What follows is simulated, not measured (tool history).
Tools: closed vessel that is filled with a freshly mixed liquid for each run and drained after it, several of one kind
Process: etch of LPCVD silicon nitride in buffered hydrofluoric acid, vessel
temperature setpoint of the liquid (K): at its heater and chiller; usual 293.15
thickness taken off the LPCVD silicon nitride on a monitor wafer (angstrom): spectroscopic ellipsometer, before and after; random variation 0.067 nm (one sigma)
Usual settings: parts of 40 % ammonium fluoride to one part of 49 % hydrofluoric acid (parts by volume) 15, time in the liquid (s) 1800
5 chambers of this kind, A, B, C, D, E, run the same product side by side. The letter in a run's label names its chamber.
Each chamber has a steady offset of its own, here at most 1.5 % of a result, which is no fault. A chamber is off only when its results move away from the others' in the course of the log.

run   hour  temperature setpoint of the liquid (K)  parts of 40 % ammonium fluoride to one part of 49 % hydrofluoric acid (parts by volume)  time in the liquid (s)  hours since the thermometer was replaced  hours since the hydrofluoric acid flow meter was replaced  read-back film thickness of the LPCVD silicon nitride reference wafer, read on the same gauge (nm)  thickness taken off the LPCVD silicon nitride on a monitor wafer (angstrom)
 1E    2.2                                  293.15                                                                                       15                    1800                                     596.7                                                       1797                                                                                              99.965                                                                       126.47
 2D    6.2                                  293.15                                                                                       15                    1800                                     930.7                                                      336.5                                                                                              100.02                                                                       123.26
 3C    9.4                                  293.15                                                                                       15                    1800                                     699.1                                                       64.7                                                                                              99.954                                                                       127.57
 4A   12.4                                  293.15                                                                                       15                    1800                                     131.7                                                      724.4                                                                                              100.02                                                                       126.29
 5B   14.7                                  297.65                                                                                       15                    1800                                    1169.4                                                      687.9                                                                                                 100                                                                       161.01
 6A     18                                  297.65                                                                                       15                    1800                                     137.3                                                        730                                                                                              100.06                                                                       161.32
 7B   20.7                                  297.65                                                                                       15                    1800                                    1175.4                                                      693.9                                                                                              100.01                                                                        160.5
 8E   23.4                                  297.65                                                                                       15                    1800                                     617.9                                                     1818.2                                                                                              100.01                                                                       161.16
 9D     27                                  297.65                                                                                       15                    1800                                     951.5                                                      357.3                                                                                              99.982                                                                       159.03
10C   29.3                                  293.15                                                                                       15                    1800                                       719                                                       84.6                                                                                                 100                                                                       127.38
11E   32.9                                  293.15                                                                                       15                    1800                                     627.4                                                     1827.7                                                                                              100.02                                                                       127.04
12A   34.8                                  293.15                                                                                       15                    1800                                     154.1                                                      746.8                                                                                              99.992                                                                       127.44
13C   38.8                                  293.15                                                                                       15                    1800                                     728.5                                                       94.1                                                                                                 100                                                                       127.07
14B   41.4                                  290.65                                                                                       15                    1800                                    1196.1                                                      714.6                                                                                              100.01                                                                       110.05
15D   45.2                                  290.65                                                                                       15                    1800                                     969.7                                                      375.5                                                                                              99.999                                                                       106.93
16E   48.6                                  290.65                                                                                       15                    1800                                     643.1                                                     1843.4                                                                                              100.04                                                                       108.99
17D   50.8                                  290.65                                                                                       15                    1800                                     975.3                                                      381.1                                                                                                 100                                                                       107.51
18C   52.9                                  290.65                                                                                       15                    1800                                     742.6                                                      108.2                                                                                              99.978                                                                       109.35
19B   55.1                                  293.15                                                                                     20.5                    1800                                    1209.8                                                      728.3                                                                                              100.01                                                                       92.721
20A   58.7                                  293.15                                                                                     20.5                    1800                                       178                                                      770.7                                                                                              99.963                                                                       93.897
21C     61                                  293.15                                                                                     20.5                    1800                                     750.7                                                      116.3                                                                                              99.949                                                                       93.876
22A   62.9                                  293.15                                                                                     20.5                    1800                                     182.2                                                      774.9                                                                                              99.973                                                                       95.181
23D   66.3                                  293.15                                                                                     20.5                    1800                                     990.8                                                      396.6                                                                                              100.03                                                                        92.27
24E   68.4                                  293.15                                                                                       15                    1800                                     662.9                                                     1863.2                                                                                              100.04                                                                       126.48
25B     71                                  293.15                                                                                       15                    1800                                    1225.7                                                      744.2                                                                                              100.02                                                                       126.73
26A   73.9                                  293.15                                                                                       15                    1800                                     193.2                                                      785.9                                                                                              99.953                                                                       131.41
27C   76.9                                  293.15                                                                                       15                    1800                                     766.6                                                      132.2                                                                                              99.973                                                                        126.8
28D   79.1                                  293.15                                                                                       15                    1800                                    1003.6                                                      409.4                                                                                              100.04                                                                       122.99
29E   81.3                                  293.15                                                                                       15                    1800                                     675.8                                                     1876.1                                                                                              100.04                                                                        125.1
30B   84.5                                  293.15                                                                                       15                    1800                                    1239.2                                                      757.7                                                                                               99.98                                                                       126.31
31E   87.8                                  293.15                                                                                       15                    1800                                     682.3                                                     1882.6                                                                                              99.968                                                                       125.24
32B   90.2                                  293.15                                                                                       15                    1800                                    1244.9                                                      763.4                                                                                              99.987                                                                       125.59
33D   92.6                                  293.15                                                                                       15                    1800                                    1017.1                                                      422.9                                                                                              99.993                                                                       124.74
34C     96                                  293.15                                                                                       15                    1800                                     785.7                                                      151.3                                                                                              100.01                                                                       125.89
35A   99.6                                  293.15                                                                                       15                    1800                                     218.9                                                      811.6                                                                                              100.02                                                                        134.1
36D  102.8                                  293.15                                                                                       15                    1800                                    1027.3                                                      433.1                                                                                              100.04                                                                       124.59
37E  105.7                                  293.15                                                                                       15                    1800                                     700.2                                                     1900.5                                                                                              99.965                                                                       127.22
38C  107.6                                  293.15                                                                                       15                    1800                                     797.3                                                      162.9                                                                                              100.01                                                                       126.93
39B  111.7                                  293.15                                                                                       15                    1800                                    1266.4                                                      784.9                                                                                               99.97                                                                       125.48
40A  113.9                                  293.15                                                                                       15                    1800                                     233.2                                                      825.9                                                                                               99.99                                                                       134.11
41E  116.1                                  293.15                                                                                       15                    1800                                     710.6                                                     1910.9                                                                                              99.969                                                                       126.39
42B  118.4                                  293.15                                                                                       15                    1800                                    1273.1                                                      791.6                                                                                              99.996                                                                       125.69

Next, every chamber runs the same settings. What will each give?
43A  121.5                                  293.15                                                                                       15                    1800                                                                                                                                                                                                                                                                                     ?
43B  121.5                                  293.15                                                                                       15                    1800                                                                                                                                                                                                                                                                                     ?
43C  121.5                                  293.15                                                                                       15                    1800                                                                                                                                                                                                                                                                                     ?
43D  121.5                                  293.15                                                                                       15                    1800                                                                                                                                                                                                                                                                                     ?
43E  121.5                                  293.15                                                                                       15                    1800                                                                                                                                                                                                                                                                                     ?

run  thickness taken off the LPCVD silicon nitride on a monitor wafer (angstrom)
43A                                                                       134.36
43B                                                                       125.69
43C                                                                       126.52
43D                                                                       125.61
43E                                                                       125.67

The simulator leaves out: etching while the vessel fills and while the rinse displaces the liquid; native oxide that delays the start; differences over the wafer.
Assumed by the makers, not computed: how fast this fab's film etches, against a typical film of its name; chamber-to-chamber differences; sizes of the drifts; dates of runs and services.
